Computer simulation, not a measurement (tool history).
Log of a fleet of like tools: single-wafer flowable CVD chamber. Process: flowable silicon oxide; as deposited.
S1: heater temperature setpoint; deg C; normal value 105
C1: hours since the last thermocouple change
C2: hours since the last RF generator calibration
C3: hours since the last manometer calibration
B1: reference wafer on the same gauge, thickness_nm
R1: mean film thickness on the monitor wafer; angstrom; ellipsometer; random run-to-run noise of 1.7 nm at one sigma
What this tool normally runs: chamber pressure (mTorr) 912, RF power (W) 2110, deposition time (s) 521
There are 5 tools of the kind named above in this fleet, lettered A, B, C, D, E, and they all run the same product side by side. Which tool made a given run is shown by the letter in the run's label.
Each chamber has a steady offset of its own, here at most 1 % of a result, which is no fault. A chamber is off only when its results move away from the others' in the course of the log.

{"run": "1D", "hour": 6.7, "S1": 105, "chamber pressure (mTorr)": 912, "RF power (W)": 2110, "deposition time (s)": 521, "C1": 2089.4, "C2": 1201, "C3": 1026.3, "B1": 295.01, "R1": 3196.4}
{"run": "2C", "hour": 18.1, "S1": 105, "chamber pressure (mTorr)": 912, "RF power (W)": 2110, "deposition time (s)": 521, "C1": 1877.1, "C2": 1091.3, "C3": 1465.2, "B1": 294.7, "R1": 3189.6}
{"run": "3A", "hour": 32.2, "S1": 105, "chamber pressure (mTorr)": 912, "RF power (W)": 2110, "deposition time (s)": 521, "C1": 1560.5, "C2": 714.7, "C3": 1479.7, "B1": 294.83, "R1": 3236.9}
{"run": "4E", "hour": 39.4, "S1": 105, "chamber pressure (mTorr)": 912, "RF power (W)": 2110, "deposition time (s)": 521, "C1": 1802.8, "C2": 92.3, "C3": 573.9, "B1": 294.88, "R1": 3203.3}
{"run": "5B", "hour": 49.4, "S1": 105, "chamber pressure (mTorr)": 912, "RF power (W)": 2110, "deposition time (s)": 521, "C1": 937.9, "C2": 1394.8, "C3": 941.8, "B1": 295.43, "R1": 3177}
{"run": "6B", "hour": 63.2, "S1": 105, "chamber pressure (mTorr)": 912, "RF power (W)": 2110, "deposition time (s)": 521, "C1": 951.7, "C2": 1408.6, "C3": 955.6, "B1": 294.99, "R1": 3202.5}
{"run": "7C", "hour": 75.3, "S1": 105, "chamber pressure (mTorr)": 912, "RF power (W)": 2110, "deposition time (s)": 521, "C1": 1934.3, "C2": 1148.5, "C3": 1522.4, "B1": 294.86, "R1": 3176.7}
{"run": "8D", "hour": 88.8, "S1": 113, "chamber pressure (mTorr)": 912, "RF power (W)": 2110, "deposition time (s)": 521, "C1": 2171.5, "C2": 1283.1, "C3": 1108.4, "B1": 295.11, "R1": 2482.2}
{"run": "9E", "hour": 95.9, "S1": 113, "chamber pressure (mTorr)": 912, "RF power (W)": 2110, "deposition time (s)": 521, "C1": 1859.3, "C2": 148.8, "C3": 630.4, "B1": 295.17, "R1": 2456.1}
{"run": "10A", "hour": 104.4, "S1": 113, "chamber pressure (mTorr)": 912, "RF power (W)": 2110, "deposition time (s)": 521, "C1": 1632.7, "C2": 786.9, "C3": 1551.9, "B1": 294.91, "R1": 2488}
{"run": "11B", "hour": 116.7, "S1": 113, "chamber pressure (mTorr)": 912, "RF power (W)": 2110, "deposition time (s)": 521, "C1": 1005.2, "C2": 1462.1, "C3": 1009.1, "B1": 294.58, "R1": 2455.4}
{"run": "12D", "hour": 124.1, "S1": 113, "chamber pressure (mTorr)": 912, "RF power (W)": 2110, "deposition time (s)": 521, "C1": 2206.8, "C2": 1318.4, "C3": 1143.7, "B1": 294.93, "R1": 2469.1}
{"run": "13A", "hour": 131.1, "S1": 117, "chamber pressure (mTorr)": 912, "RF power (W)": 2110, "deposition time (s)": 479, "C1": 1659.4, "C2": 813.6, "C3": 1578.6, "B1": 294.99, "R1": 2020.3}
{"run": "14E", "hour": 141.3, "S1": 117, "chamber pressure (mTorr)": 912, "RF power (W)": 2110, "deposition time (s)": 479, "C1": 1904.7, "C2": 194.2, "C3": 675.8, "B1": 294.68, "R1": 2021}
{"run": "15C", "hour": 148.8, "S1": 117, "chamber pressure (mTorr)": 912, "RF power (W)": 2110, "deposition time (s)": 479, "C1": 2007.8, "C2": 1222, "C3": 1595.9, "B1": 294.66, "R1": 2011.2}
{"run": "16C", "hour": 159.2, "S1": 117, "chamber pressure (mTorr)": 912, "RF power (W)": 2110, "deposition time (s)": 479, "C1": 2018.2, "C2": 1232.4, "C3": 1606.3, "B1": 294.75, "R1": 2000.4}
{"hour": 167.6, "done": "chamber E: thermocouple changed; heater temperature recalibrated"}
{"run": "17B", "hour": 168.8, "S1": 117, "chamber pressure (mTorr)": 912, "RF power (W)": 2110, "deposition time (s)": 479, "C1": 1057.3, "C2": 1514.2, "C3": 1061.2, "B1": 295.19, "R1": 1974}
{"run": "18D", "hour": 182.3, "S1": 105, "chamber pressure (mTorr)": 912, "RF power (W)": 2110, "deposition time (s)": 521, "C1": 2265, "C2": 1376.6, "C3": 1201.9, "B1": 294.62, "R1": 3200.5}
{"run": "19E", "hour": 193.7, "S1": 105, "chamber pressure (mTorr)": 912, "RF power (W)": 2110, "deposition time (s)": 577, "C1": 26.2, "C2": 246.6, "C3": 728.2, "B1": 295.04, "R1": 3768.6}
{"run": "20A", "hour": 206.0, "S1": 105, "chamber pressure (mTorr)": 912, "RF power (W)": 2110, "deposition time (s)": 577, "C1": 1734.3, "C2": 888.5, "C3": 1653.5, "B1": 294.78, "R1": 3529.7}
{"run": "21B", "hour": 219.5, "S1": 105, "chamber pressure (mTorr)": 912, "RF power (W)": 2110, "deposition time (s)": 577, "C1": 1108, "C2": 1564.9, "C3": 1111.9, "B1": 295.22, "R1": 3541}
{"run": "22C", "hour": 230.2, "S1": 105, "chamber pressure (mTorr)": 912, "RF power (W)": 2110, "deposition time (s)": 577, "C1": 2089.2, "C2": 1303.4, "C3": 1677.3, "B1": 295.13, "R1": 3502.4}
{"run": "23D", "hour": 240.2, "S1": 105, "chamber pressure (mTorr)": 912, "RF power (W)": 2110, "deposition time (s)": 577, "C1": 2322.9, "C2": 1434.5, "C3": 1259.8, "B1": 294.94, "R1": 3532.9}
{"run": "24E", "hour": 248.6, "S1": 105, "chamber pressure (mTorr)": 912, "RF power (W)": 2110, "deposition time (s)": 521, "C1": 81.1, "C2": 301.5, "C3": 783.1, "B1": 295.09, "R1": 3401.3}
{"run": "25A", "hour": 256.5, "S1": 105, "chamber pressure (mTorr)": 912, "RF power (W)": 2110, "deposition time (s)": 521, "C1": 1784.8, "C2": 939, "C3": 1704, "B1": 295.12, "R1": 3210.7}
{"run": "26D", "hour": 267.6, "S1": 105, "chamber pressure (mTorr)": 912, "RF power (W)": 2110, "deposition time (s)": 521, "C1": 2350.3, "C2": 1461.9, "C3": 1287.2, "B1": 294.89, "R1": 3198.7}
{"run": "27E", "hour": 281.4, "S1": 105, "chamber pressure (mTorr)": 912, "RF power (W)": 1800, "deposition time (s)": 521, "C1": 113.9, "C2": 334.3, "C3": 815.9, "B1": 295.18, "R1": 3329.8}
{"run": "28B", "hour": 295.1, "S1": 105, "chamber pressure (mTorr)": 912, "RF power (W)": 1800, "deposition time (s)": 521, "C1": 1183.6, "C2": 1640.5, "C3": 1187.5, "B1": 294.88, "R1": 3062.1}
{"run": "29C", "hour": 308.2, "S1": 105, "chamber pressure (mTorr)": 912, "RF power (W)": 1800, "deposition time (s)": 521, "C1": 2167.2, "C2": 1381.4, "C3": 1755.3, "B1": 294.86, "R1": 3090.8}
{"run": "30A", "hour": 320.2, "S1": 105, "chamber pressure (mTorr)": 912, "RF power (W)": 1800, "deposition time (s)": 521, "C1": 1848.5, "C2": 1002.7, "C3": 1767.7, "B1": 294.87, "R1": 3111.1}
{"run": "31D", "hour": 334.3, "S1": 105, "chamber pressure (mTorr)": 912, "RF power (W)": 1800, "deposition time (s)": 521, "C1": 2417, "C2": 1528.6, "C3": 1353.9, "B1": 295.2, "R1": 3112.6}
{"run": "32E", "hour": 346.8, "S1": 105, "chamber pressure (mTorr)": 912, "RF power (W)": 2110, "deposition time (s)": 521, "C1": 179.3, "C2": 399.7, "C3": 881.3, "B1": 295.04, "R1": 3437.8}
{"run": "33C", "hour": 355.5, "S1": 96, "chamber pressure (mTorr)": 912, "RF power (W)": 2110, "deposition time (s)": 581, "C1": 2214.5, "C2": 1428.7, "C3": 1802.6, "B1": 295.16, "R1": 4777.6}
{"hour": 357.9, "done": "chamber B: capacitance manometer re-zeroed and calibrated"}
{"run": "34B", "hour": 364.4, "S1": 96, "chamber pressure (mTorr)": 912, "RF power (W)": 2110, "deposition time (s)": 581, "C1": 1252.9, "C2": 1709.8, "C3": 6.6, "B1": 295.03, "R1": 4797}
{"run": "35A", "hour": 376.9, "S1": 96, "chamber pressure (mTorr)": 912, "RF power (W)": 2110, "deposition time (s)": 581, "C1": 1905.2, "C2": 1059.4, "C3": 1824.4, "B1": 295.58, "R1": 4886.7}
{"run": "36B", "hour": 390.1, "S1": 96, "chamber pressure (mTorr)": 912, "RF power (W)": 2110, "deposition time (s)": 581, "C1": 1278.6, "C2": 1735.5, "C3": 32.3, "B1": 294.71, "R1": 4827.5}
{"run": "37D", "hour": 401.9, "S1": 96, "chamber pressure (mTorr)": 912, "RF power (W)": 2110, "deposition time (s)": 581, "C1": 2484.6, "C2": 1596.2, "C3": 1421.5, "B1": 294.44, "R1": 4800.4}

Decide between three cases: one chamber stands off from its peers, the gauge reading all wafers drifts, or nothing is wrong past each chamber's small offset. Where a chamber is off, say which and what most likely put it there.

The work done on chamber E during a service left it standing apart from the others.
Most likely cause: wafer temperature below the value expected at the setpoint (K) = 1.78.

Here are 4 candidates for chamber E's next run, each the usual settings with a change, their results left as question marks. Which one brings its results back in line with what the others give on the usual settings?
Allowed miss from the other chambers' usual-settings mean, per result, to count as in line: R1 61 angstrom
{"run": "38E-1", "hour": 412.5, "S1": 105, "chamber pressure (mTorr)": 879, "RF power (W)": 2105, "deposition time (s)": 511, "R1": "?"}
{"run": "38E-2", "hour": 412.5, "S1": 105, "chamber pressure (mTorr)": 912, "RF power (W)": 2110, "deposition time (s)": 532, "R1": "?"}
{"run": "38E-3", "hour": 412.5, "S1": 105, "chamber pressure (mTorr)": 912, "RF power (W)": 1870, "deposition time (s)": 521, "R1": "?"}
{"run": "38E-4", "hour": 412.5, "S1": 105, "chamber pressure (mTorr)": 945, "RF power (W)": 2115, "deposition time (s)": 531, "R1": "?"}

The mean the other chambers reach with the usual settings: R1 3194.2 angstrom
run=38E-1 R1=3197.5
run=38E-2 R1=3485.4
run=38E-3 R1=3329.2
run=38E-4 R1=3636
The right change is 38E-1: it brings the chamber back within the allowed miss of the others.
